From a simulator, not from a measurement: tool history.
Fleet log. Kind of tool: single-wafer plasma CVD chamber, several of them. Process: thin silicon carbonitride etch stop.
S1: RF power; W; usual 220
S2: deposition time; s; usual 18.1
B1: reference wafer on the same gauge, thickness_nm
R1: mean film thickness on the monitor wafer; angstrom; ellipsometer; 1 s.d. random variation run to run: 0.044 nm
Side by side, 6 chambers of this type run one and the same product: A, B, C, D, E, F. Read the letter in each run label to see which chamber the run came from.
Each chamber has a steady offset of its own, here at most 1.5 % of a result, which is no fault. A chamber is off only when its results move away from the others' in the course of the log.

run,hour,S1,S2,B1,R1
1A,9.2,220,18.1,12.500,106.270
2D,14.3,220,18.1,12.504,105.200
3B,23.0,220,18.1,12.497,107.260
4C,29.0,220,18.1,12.497,105.790
5F,38.2,220,18.1,12.497,107.280
6E,47.7,220,18.1,12.497,105.370
7D,53.4,220,18.1,12.515,105.330
8B,58.7,220,18.1,12.519,106.990
9E,67.0,220,18.1,12.507,105.130
10C,75.6,220,18.1,12.492,107.200
11F,82.4,220,18.1,12.521,106.690
12A,89.9,220,16.3,12.497,95.954
13F,96.4,220,16.3,12.495,96.357
14C,103.0,220,16.3,12.502,95.496
15D,110.6,220,16.3,12.493,95.583
16E,115.1,220,16.3,12.508,94.828
17A,121.2,220,16.3,12.500,95.020
18B,129.1,220,18.1,12.505,107.310
19E,137.1,185,16.4,12.507,90.447
20F,143.7,185,16.4,12.511,92.324
21C,147.8,185,16.4,12.493,91.422
22A,154.5,185,16.4,12.503,91.691
23D,161.7,185,16.4,12.499,90.427
24B,170.3,185,16.4,12.505,92.358
25B,175.5,220,18.1,12.505,107.030
26E,182.5,220,19.9,12.497,116.010
27D,191.5,220,19.9,12.498,115.600
28A,196.7,220,19.9,12.499,115.260
29C,203.7,220,19.9,12.510,116.580
30F,211.1,220,19.9,12.520,116.890
31B,215.9,220,19.9,12.505,116.820
32D,223.5,220,18.1,12.512,105.210
33E,229.1,220,18.1,12.506,106.480
34F,235.8,235,14.7,12.497,87.557
35C,244.0,235,14.7,12.512,87.690
# hour 245.8: chamber F: RF generator calibrated
36A,253.2,235,14.7,12.498,88.039
37E,257.7,235,14.7,12.493,87.355
38A,261.8,235,14.7,12.496,88.112
39B,268.3,235,14.7,12.501,89.429
40F,275.9,220,18.1,12.507,106.420

Decide between three cases: one chamber stands off from its peers, the gauge reading all wafers drifts, or nothing is wrong past each chamber's small offset. Where a chamber is off, say which and what most likely put it there.

No chamber is off and the gauge is stable; the differences are just each chamber's small, constant offset.
